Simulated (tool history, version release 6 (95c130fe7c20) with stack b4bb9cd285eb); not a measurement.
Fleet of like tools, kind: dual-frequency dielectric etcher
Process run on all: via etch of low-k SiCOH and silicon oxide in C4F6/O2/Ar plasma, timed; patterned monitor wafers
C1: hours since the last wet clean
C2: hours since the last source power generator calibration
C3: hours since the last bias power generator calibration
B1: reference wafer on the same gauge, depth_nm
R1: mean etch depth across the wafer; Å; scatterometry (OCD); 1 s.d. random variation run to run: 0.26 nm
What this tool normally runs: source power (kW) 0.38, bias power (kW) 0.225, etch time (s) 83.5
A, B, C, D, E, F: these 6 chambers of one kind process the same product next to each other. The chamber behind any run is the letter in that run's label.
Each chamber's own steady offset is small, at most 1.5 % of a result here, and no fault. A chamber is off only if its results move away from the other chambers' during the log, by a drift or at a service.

run 1D hour=5.9 | source_power_(kW)=0.38 bias_power_(kW)=0.225 etch_time_(s)=83.5 | C1=112.9 C2=532.7 C3=1757.9 | B1=281.09 | R1=2458.7
run 2C hour=10.7 | source_power_(kW)=0.38 bias_power_(kW)=0.225 etch_time_(s)=83.5 | C1=443.9 C2=3739.2 C3=1239.8 | B1=281 | R1=2451.9
run 3B hour=14.7 | source_power_(kW)=0.38 bias_power_(kW)=0.225 etch_time_(s)=83.5 | C1=203.9 C2=76.3 C3=1663.6 | B1=281.08 | R1=2473.1
run 4E hour=20.4 | source_power_(kW)=0.38 bias_power_(kW)=0.225 etch_time_(s)=83.5 | C1=211.5 C2=296.7 C3=1593.9 | B1=281.11 | R1=2458.1
run 5A hour=23.3 | source_power_(kW)=0.38 bias_power_(kW)=0.225 etch_time_(s)=83.5 | C1=119.7 C2=373.4 C3=2148.3 | B1=281.18 | R1=2501.6
run 6F hour=28 | source_power_(kW)=0.38 bias_power_(kW)=0.225 etch_time_(s)=83.5 | C1=139.9 C2=845.1 C3=228.3 | B1=281.16 | R1=2471.7
run 7B hour=31.7 | source_power_(kW)=0.38 bias_power_(kW)=0.225 etch_time_(s)=83.5 | C1=220.9 C2=93.3 C3=1680.6 | B1=281.19 | R1=2471.5
run 8C hour=36.7 | source_power_(kW)=0.38 bias_power_(kW)=0.277 etch_time_(s)=83.5 | C1=469.9 C2=3765.2 C3=1265.8 | B1=281.22 | R1=2640.2
run 9A hour=39.6 | source_power_(kW)=0.38 bias_power_(kW)=0.277 etch_time_(s)=83.5 | C1=136 C2=389.7 C3=2164.6 | B1=281.27 | R1=2679.4
run 10F hour=45.1 | source_power_(kW)=0.38 bias_power_(kW)=0.277 etch_time_(s)=83.5 | C1=157 C2=862.2 C3=245.4 | B1=281.41 | R1=2660.5
run 11D hour=49.9 | source_power_(kW)=0.38 bias_power_(kW)=0.277 etch_time_(s)=83.5 | C1=156.9 C2=576.7 C3=1801.9 | B1=281.34 | R1=2637.4
run 12E hour=53.4 | source_power_(kW)=0.38 bias_power_(kW)=0.277 etch_time_(s)=83.5 | C1=244.5 C2=329.7 C3=1626.9 | B1=281.32 | R1=2644.3
run 13A hour=58.1 | source_power_(kW)=0.38 bias_power_(kW)=0.277 etch_time_(s)=83.5 | C1=154.5 C2=408.2 C3=2183.1 | B1=281.42 | R1=2681
run 14C hour=64 | source_power_(kW)=0.38 bias_power_(kW)=0.225 etch_time_(s)=83.5 | C1=497.2 C2=3792.5 C3=1293.1 | B1=281.44 | R1=2457.2
run 15B hour=66.8 | source_power_(kW)=0.38 bias_power_(kW)=0.225 etch_time_(s)=83.5 | C1=256 C2=128.4 C3=1715.7 | B1=281.35 | R1=2474.1
run 16D hour=72.2 | source_power_(kW)=0.38 bias_power_(kW)=0.225 etch_time_(s)=83.5 | C1=179.2 C2=599 C3=1824.2 | B1=281.51 | R1=2462.9
run 17E hour=77.5 | source_power_(kW)=0.38 bias_power_(kW)=0.225 etch_time_(s)=83.5 | C1=268.6 C2=353.8 C3=1651 | B1=281.52 | R1=2468.2
run 18F hour=81.8 | source_power_(kW)=0.38 bias_power_(kW)=0.225 etch_time_(s)=99 | C1=193.7 C2=898.9 C3=282.1 | B1=281.51 | R1=2935.4
run 19C hour=85.1 | source_power_(kW)=0.38 bias_power_(kW)=0.225 etch_time_(s)=99 | C1=518.3 C2=3813.6 C3=1314.2 | B1=281.61 | R1=2919.6
run 20D hour=89 | source_power_(kW)=0.38 bias_power_(kW)=0.225 etch_time_(s)=99 | C1=196 C2=615.8 C3=1841 | B1=281.66 | R1=2921.2
run 21E hour=91.6 | source_power_(kW)=0.38 bias_power_(kW)=0.225 etch_time_(s)=99 | C1=282.7 C2=367.9 C3=1665.1 | B1=281.62 | R1=2926.6
run 22B hour=96.8 | source_power_(kW)=0.38 bias_power_(kW)=0.225 etch_time_(s)=99 | C1=286 C2=158.4 C3=1745.7 | B1=281.66 | R1=2939.7
run 23F hour=100.8 | source_power_(kW)=0.38 bias_power_(kW)=0.225 etch_time_(s)=99 | C1=212.7 C2=917.9 C3=301.1 | B1=281.63 | R1=2936.8
run 24A hour=103.8 | source_power_(kW)=0.38 bias_power_(kW)=0.225 etch_time_(s)=83.5 | C1=200.2 C2=453.9 C3=2228.8 | B1=281.78 | R1=2503.7
run 25E hour=109.6 | source_power_(kW)=0.38 bias_power_(kW)=0.225 etch_time_(s)=83.5 | C1=300.7 C2=385.9 C3=1683.1 | B1=281.78 | R1=2465.3
run 26B hour=112.8 | source_power_(kW)=0.38 bias_power_(kW)=0.225 etch_time_(s)=83.5 | C1=302 C2=174.4 C3=1761.7 | B1=281.8 | R1=2477.3
run 27D hour=118.5 | source_power_(kW)=0.38 bias_power_(kW)=0.225 etch_time_(s)=83.5 | C1=225.5 C2=645.3 C3=1870.5 | B1=281.76 | R1=2463
run 28F hour=121.6 | source_power_(kW)=0.38 bias_power_(kW)=0.258 etch_time_(s)=83.5 | C1=233.5 C2=938.7 C3=321.9 | B1=281.78 | R1=2597.1
run 29A hour=125.4 | source_power_(kW)=0.38 bias_power_(kW)=0.258 etch_time_(s)=83.5 | C1=221.8 C2=475.5 C3=2250.4 | B1=281.88 | R1=2622.7
run 30C hour=130.9 | source_power_(kW)=0.38 bias_power_(kW)=0.258 etch_time_(s)=83.5 | C1=564.1 C2=3859.4 C3=1360 | B1=281.93 | R1=2584.2
run 31F hour=136.3 | source_power_(kW)=0.38 bias_power_(kW)=0.258 etch_time_(s)=83.5 | C1=248.2 C2=953.4 C3=336.6 | B1=281.95 | R1=2599.9
run 32B hour=139.9 | source_power_(kW)=0.38 bias_power_(kW)=0.258 etch_time_(s)=83.5 | C1=329.1 C2=201.5 C3=1788.8 | B1=281.91 | R1=2592.6
run 33E hour=143.3 | source_power_(kW)=0.38 bias_power_(kW)=0.258 etch_time_(s)=83.5 | C1=334.4 C2=419.6 C3=1716.8 | B1=281.95 | R1=2583.8
run 34D hour=147.6 | source_power_(kW)=0.38 bias_power_(kW)=0.225 etch_time_(s)=83.5 | C1=254.6 C2=674.4 C3=1899.6 | B1=282 | R1=2464.1
run 35A hour=151.1 | source_power_(kW)=0.38 bias_power_(kW)=0.225 etch_time_(s)=83.5 | C1=247.5 C2=501.2 C3=2276.1 | B1=282.09 | R1=2505.3
-- hour=151.8 chamber C: wet clean of the chamber
run 36C hour=156.4 | source_power_(kW)=0.38 bias_power_(kW)=0.225 etch_time_(s)=83.5 | C1=4.7 C2=3884.9 C3=1385.5 | B1=281.99 | R1=2461.3
run 37F hour=161.7 | source_power_(kW)=0.38 bias_power_(kW)=0.225 etch_time_(s)=83.5 | C1=273.6 C2=978.8 C3=362 | B1=282.15 | R1=2483
run 38A hour=167.3 | source_power_(kW)=0.38 bias_power_(kW)=0.225 etch_time_(s)=83.5 | C1=263.7 C2=517.4 C3=2292.3 | B1=282.22 | R1=2505.8
run 39D hour=171.3 | source_power_(kW)=0.38 bias_power_(kW)=0.225 etch_time_(s)=83.5 | C1=278.3 C2=698.1 C3=1923.3 | B1=282.26 | R1=2467.4
run 40E hour=177.1 | source_power_(kW)=0.38 bias_power_(kW)=0.225 etch_time_(s)=83.5 | C1=368.2 C2=453.4 C3=1750.6 | B1=282.3 | R1=2469.7

The same settings go to every chamber for the next run, one line per chamber below. Forecast the results for each:
run 41A hour=181.4 | source_power_(kW)=0.32 bias_power_(kW)=0.225 etch_time_(s)=83.5 | R1=?
run 41B hour=181.4 | source_power_(kW)=0.32 bias_power_(kW)=0.225 etch_time_(s)=83.5 | R1=?
run 41C hour=181.4 | source_power_(kW)=0.32 bias_power_(kW)=0.225 etch_time_(s)=83.5 | R1=?
run 41D hour=181.4 | source_power_(kW)=0.32 bias_power_(kW)=0.225 etch_time_(s)=83.5 | R1=?
run 41E hour=181.4 | source_power_(kW)=0.32 bias_power_(kW)=0.225 etch_time_(s)=83.5 | R1=?
run 41F hour=181.4 | source_power_(kW)=0.32 bias_power_(kW)=0.225 etch_time_(s)=83.5 | R1=?

run=41A R1=2349.3
run=41B R1=2319.9
run=41C R1=2303.5
run=41D R1=2306.5
run=41E R1=2311.7
run=41F R1=2333.8
